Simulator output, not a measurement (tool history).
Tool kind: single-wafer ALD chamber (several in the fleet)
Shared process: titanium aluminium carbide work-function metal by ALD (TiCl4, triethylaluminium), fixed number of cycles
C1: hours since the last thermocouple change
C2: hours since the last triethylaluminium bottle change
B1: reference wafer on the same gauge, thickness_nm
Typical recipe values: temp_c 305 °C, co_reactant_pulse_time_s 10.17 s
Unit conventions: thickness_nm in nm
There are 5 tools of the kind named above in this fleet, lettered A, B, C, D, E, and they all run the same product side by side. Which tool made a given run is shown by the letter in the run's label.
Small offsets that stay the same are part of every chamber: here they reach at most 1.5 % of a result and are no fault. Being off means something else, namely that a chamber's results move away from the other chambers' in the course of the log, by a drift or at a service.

Run 1E, hour 4.5: usual settings; C1 61.2; C2 203.7; B1 1.7594. Result: thickness_nm 2.0206 nm.
Run 2D, hour 9.9: usual settings; C1 1096.1; C2 389; B1 1.7593. Result: thickness_nm 2.0504 nm.
Run 3B, hour 13.3: usual settings; C1 188.2; C2 906.6; B1 1.7581. Result: thickness_nm 2.04 nm.
Run 4C, hour 18.1: usual settings; C1 1605.5; C2 87.1; B1 1.7587. Result: thickness_nm 2.0828 nm.
Run 5A, hour 22.9: usual settings; C1 75.2; C2 848.3; B1 1.7571. Result: thickness_nm 2.0667 nm.
Run 6A, hour 28: usual settings but temp_c 295 °C; C1 80.3; C2 853.4; B1 1.7587. Result: thickness_nm 1.981 nm.
Run 7B, hour 33.4: usual settings but temp_c 295 °C; C1 208.3; C2 926.7; B1 1.7608. Result: thickness_nm 1.938 nm.
Run 8E, hour 37.6: usual settings but temp_c 295 °C; C1 94.3; C2 236.8; B1 1.7616. Result: thickness_nm 1.946 nm.
Run 9D, hour 42.3: usual settings but temp_c 295 °C; C1 1128.5; C2 421.4; B1 1.763. Result: thickness_nm 1.9575 nm.
Run 10C, hour 47.4: usual settings but temp_c 295 °C; C1 1634.8; C2 116.4; B1 1.7611. Result: thickness_nm 1.9728 nm.
Run 11D, hour 53.2: usual settings; C1 1139.4; C2 432.3; B1 1.7608. Result: thickness_nm 2.0292 nm.
Run 12E, hour 57.2: usual settings; C1 113.9; C2 256.4; B1 1.7608. Result: thickness_nm 2.0432 nm.
Run 13C, hour 62.6: usual settings; C1 1650; C2 131.6; B1 1.7609. Result: thickness_nm 2.0707 nm.
Run 14B, hour 67.1: usual settings; C1 242; C2 960.4; B1 1.7593. Result: thickness_nm 2.0017 nm.
Run 15A, hour 72.5: usual settings; C1 124.8; C2 897.9; B1 1.76. Result: thickness_nm 2.0746 nm.
Run 16A, hour 75.4: usual settings; C1 127.7; C2 900.8; B1 1.7613. Result: thickness_nm 2.0513 nm.
Run 17B, hour 79.5: usual settings; C1 254.4; C2 972.8; B1 1.76. Result: thickness_nm 2.0293 nm.
Run 18D, hour 83.9: usual settings; C1 1170.1; C2 463; B1 1.7608. Result: thickness_nm 2.063 nm.
Run 19C, hour 87.6: usual settings; C1 1675; C2 156.6; B1 1.758. Result: thickness_nm 2.0609 nm.
Run 20E, hour 92.9: usual settings; C1 149.6; C2 292.1; B1 1.7624. Result: thickness_nm 2.0261 nm.
Run 21C, hour 98.6: usual settings; C1 1686; C2 167.6; B1 1.7612. Result: thickness_nm 2.0492 nm.
Run 22E, hour 102.8: usual settings; C1 159.5; C2 302; B1 1.7589. Result: thickness_nm 2.0213 nm.
Run 23D, hour 107: usual settings; C1 1193.2; C2 486.1; B1 1.7612. Result: thickness_nm 2.0595 nm.
Run 24B, hour 111.1: usual settings; C1 286; C2 1004.4; B1 1.7609. Result: thickness_nm 2.0034 nm.
Run 25A, hour 116.5: usual settings; C1 168.8; C2 941.9; B1 1.7583. Result: thickness_nm 2.0602 nm.
Run 26E, hour 119.2: usual settings; C1 175.9; C2 318.4; B1 1.7606. Result: thickness_nm 2.0242 nm.
Run 27A, hour 123: usual settings; C1 175.3; C2 948.4; B1 1.7581. Result: thickness_nm 2.0657 nm.
Run 28C, hour 127.6: usual settings; C1 1715; C2 196.6; B1 1.7579. Result: thickness_nm 2.075 nm.
Run 29B, hour 131.2: usual settings; C1 306.1; C2 1024.5; B1 1.7591. Result: thickness_nm 2.0146 nm.
Run 30D, hour 136: usual settings; C1 1222.2; C2 515.1; B1 1.7588. Result: thickness_nm 2.0378 nm.
Run 31B, hour 139.5: usual settings; C1 314.4; C2 1032.8; B1 1.7613. Result: thickness_nm 2.0233 nm.
Run 32A, hour 143.8: usual settings; C1 196.1; C2 969.2; B1 1.7607. Result: thickness_nm 2.0699 nm.
Run 33E, hour 148.6: usual settings; C1 205.3; C2 347.8; B1 1.7603. Result: thickness_nm 2.0473 nm.
Run 34C, hour 152.7: usual settings; C1 1740.1; C2 221.7; B1 1.7619. Result: thickness_nm 2.0479 nm.
Run 35D, hour 157.1: usual settings but temp_c 320 °C, co_reactant_pulse_time_s 13.86 s; C1 1243.3; C2 536.2; B1 1.7614. Result: thickness_nm 2.2319 nm.
Run 36E, hour 160.8: usual settings but temp_c 320 °C, co_reactant_pulse_time_s 13.86 s; C1 217.5; C2 360; B1 1.7611. Result: thickness_nm 2.2089 nm.
Run 37D, hour 165.3: usual settings but temp_c 320 °C, co_reactant_pulse_time_s 13.86 s; C1 1251.5; C2 544.4; B1 1.7594. Result: thickness_nm 2.2487 nm.

Read the log: is a single chamber off, either drifting away or since a service, is the gauge that measures every chamber drifting, or is nothing wrong beyond small per-chamber offsets? Name any odd chamber and what most likely caused it.

No chamber stands off beyond its own small offset, and the gauge holds steady.

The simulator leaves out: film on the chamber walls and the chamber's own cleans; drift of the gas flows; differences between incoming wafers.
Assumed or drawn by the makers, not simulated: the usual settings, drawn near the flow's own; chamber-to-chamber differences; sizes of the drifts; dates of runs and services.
